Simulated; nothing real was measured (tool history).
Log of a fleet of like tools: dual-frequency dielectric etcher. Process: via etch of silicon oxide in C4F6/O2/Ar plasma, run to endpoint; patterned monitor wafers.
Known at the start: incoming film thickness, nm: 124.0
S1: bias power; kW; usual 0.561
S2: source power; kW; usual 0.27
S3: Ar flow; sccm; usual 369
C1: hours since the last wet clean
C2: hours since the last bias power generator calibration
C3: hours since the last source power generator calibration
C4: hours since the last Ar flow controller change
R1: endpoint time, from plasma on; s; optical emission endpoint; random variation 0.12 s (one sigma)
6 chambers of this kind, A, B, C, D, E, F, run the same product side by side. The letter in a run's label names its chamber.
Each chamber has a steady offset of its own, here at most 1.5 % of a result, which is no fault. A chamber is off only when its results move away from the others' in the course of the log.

Run 1B, day 0.467: usual settings; C1 52.1; C2 2601.5; C3 308.8; C4 3757.6. Result: R1 31.493 s.
Run 2D, day 0.917: usual settings; C1 39.2; C2 3286.3; C3 2650.8; C4 206.1. Result: R1 31.373 s.
Run 3E, day 1.542: usual settings; C1 454.9; C2 926.9; C3 206.4; C4 565.7. Result: R1 30.903 s.
Run 4F, day 2.05: usual settings; C1 163.7; C2 3441.2; C3 2003.7; C4 1359. Result: R1 30.758 s.
At day 2.25: chamber E: wet clean of the chamber.
Run 5C, day 2.475: usual settings; C1 214.1; C2 832.2; C3 506.5; C4 2024.9. Result: R1 30.825 s.
Run 6A, day 2.946: usual settings but S1 0.45 kW, S3 453 sccm; C1 155.8; C2 1490.1; C3 540; C4 3659.7. Result: R1 34.45 s.
Run 7B, day 3.325: usual settings but S1 0.45 kW, S3 453 sccm; C1 120.7; C2 2670.1; C3 377.4; C4 3826.2. Result: R1 34.712 s.
Run 8D, day 3.829: usual settings but S1 0.45 kW, S3 453 sccm; C1 109.1; C2 3356.2; C3 2720.7; C4 276. Result: R1 34.637 s.
Run 9E, day 4.35: usual settings but S1 0.45 kW, S3 453 sccm; C1 50.4; C2 994.3; C3 273.8; C4 633.1. Result: R1 34.222 s.
Run 10C, day 4.667: usual settings but S1 0.45 kW, S3 453 sccm; C1 266.7; C2 884.8; C3 559.1; C4 2077.5. Result: R1 34.406 s.
Run 11F, day 5.283: usual settings but S1 0.45 kW, S3 453 sccm; C1 241.3; C2 3518.8; C3 2081.3; C4 1436.6. Result: R1 34.405 s.
Run 12A, day 5.571: usual settings; C1 218.8; C2 1553.1; C3 603; C4 3722.7. Result: R1 31.16 s.
Run 13D, day 6.212: usual settings but S3 414 sccm; C1 166.3; C2 3413.4; C3 2777.9; C4 333.2. Result: R1 31.463 s.
Run 14F, day 6.721: usual settings but S3 414 sccm; C1 275.8; C2 3553.3; C3 2115.8; C4 1471.1. Result: R1 31.58 s.
Run 15A, day 7.308: usual settings but S3 414 sccm; C1 260.5; C2 1594.8; C3 644.7; C4 3764.4. Result: R1 31.47 s.
Run 16C, day 7.912: usual settings but S3 414 sccm; C1 344.6; C2 962.7; C3 637; C4 2155.4. Result: R1 31.477 s.
Run 17E, day 8.496: usual settings but S3 414 sccm; C1 149.9; C2 1093.8; C3 373.3; C4 732.6. Result: R1 31.419 s.
Run 18B, day 8.946: usual settings but S3 414 sccm; C1 255.6; C2 2805; C3 512.3; C4 3961.1. Result: R1 31.57 s.
Run 19F, day 9.367: usual settings; C1 339.3; C2 3616.8; C3 2179.3; C4 1534.6. Result: R1 30.752 s.
Run 20A, day 10.008: usual settings; C1 325.3; C2 1659.6; C3 709.5; C4 3829.2. Result: R1 31.505 s.
Run 21E, day 10.412: usual settings; C1 195.9; C2 1139.8; C3 419.3; C4 778.6. Result: R1 30.94 s.
Run 22B, day 10.829: usual settings but S1 0.431 kW, S3 410 sccm; C1 300.8; C2 2850.2; C3 557.5; C4 4006.3. Result: R1 34.914 s.
Run 23D, day 11.146: usual settings but S1 0.431 kW, S3 410 sccm; C1 284.7; C2 3531.8; C3 2896.3; C4 451.6. Result: R1 34.763 s.
Run 24C, day 11.667: usual settings but S1 0.431 kW, S3 410 sccm; C1 434.7; C2 1052.8; C3 727.1; C4 2245.5. Result: R1 34.629 s.
Run 25A, day 12: usual settings but S1 0.431 kW, S3 410 sccm; C1 373.1; C2 1707.4; C3 757.3; C4 3877. Result: R1 35.368 s.
At day 12.067: chamber A: Ar flow controller replaced.
Run 26D, day 12.438: usual settings but S1 0.431 kW, S3 410 sccm; C1 315.7; C2 3562.8; C3 2927.3; C4 482.6. Result: R1 34.928 s.
Run 27E, day 13.05: usual settings but S1 0.431 kW, S3 410 sccm; C1 259.2; C2 1203.1; C3 482.6; C4 841.9. Result: R1 34.622 s.
Run 28F, day 13.442: usual settings; C1 437.1; C2 3714.6; C3 2277.1; C4 1632.4. Result: R1 30.999 s.
Run 29C, day 13.775: usual settings; C1 485.3; C2 1103.4; C3 777.7; C4 2296.1. Result: R1 31.097 s.
At day 14.162: chamber F: wet clean of the chamber.
Run 30B, day 14.242: usual settings; C1 382.7; C2 2932.1; C3 639.4; C4 4088.2. Result: R1 31.247 s.
At day 14.354: chamber C: wet clean of the chamber.
Run 31C, day 14.579: usual settings; C1 5.5; C2 1122.7; C3 797; C4 2315.4. Result: R1 30.973 s.
Run 32B, day 14.904: usual settings; C1 398.6; C2 2948; C3 655.3; C4 4104.1. Result: R1 31.157 s.
Run 33A, day 15.312: usual settings; C1 452.6; C2 1786.9; C3 836.8; C4 77.9. Result: R1 31.836 s.
Run 34F, day 15.683: usual settings; C1 36.6; C2 3768.4; C3 2330.9; C4 1686.2. Result: R1 30.882 s.
Run 35D, day 16.033: usual settings; C1 402; C2 3649.1; C3 3013.6; C4 568.9. Result: R1 31.135 s.
Run 36E, day 16.321: usual settings; C1 337.7; C2 1281.6; C3 561.1; C4 920.4. Result: R1 31.131 s.

What goes on in this fleet: one chamber off, a drifting gauge, or nothing beyond the chambers' own small offsets? Name the chamber and the cause, if any.

Chamber A drifts away from the others.
Cause: etch rate under this chamber's usual, % = 3.68.

Here are 4 candidates for chamber A's next run, each the usual settings with a change, their results left as question marks. Which one brings its results back in line with what the others give on the usual settings?
In line means no further than this from the other chambers' mean on the usual settings: R1 0.41 s
Run 37A-1, day 16.788: usual settings but S1 0.583 kW, S2 0.28 kW, S3 365 sccm. Result: R1 ?.
Run 37A-2, day 16.788: usual settings but S1 0.488 kW, S3 383 sccm. Result: R1 ?.
Run 37A-3, day 16.788: usual settings but S1 0.538 kW, S2 0.26 kW. Result: R1 ?.
Run 37A-4, day 16.788: usual settings but S1 0.601 kW, S2 0.29 kW. Result: R1 ?.

The other chambers' mean on the usual settings: R1 31.04 s
  run      R1
37A-1  31.105
37A-2  33.932
37A-3  33.006
37A-4  30.386
37A-1 brings the chamber back in line.

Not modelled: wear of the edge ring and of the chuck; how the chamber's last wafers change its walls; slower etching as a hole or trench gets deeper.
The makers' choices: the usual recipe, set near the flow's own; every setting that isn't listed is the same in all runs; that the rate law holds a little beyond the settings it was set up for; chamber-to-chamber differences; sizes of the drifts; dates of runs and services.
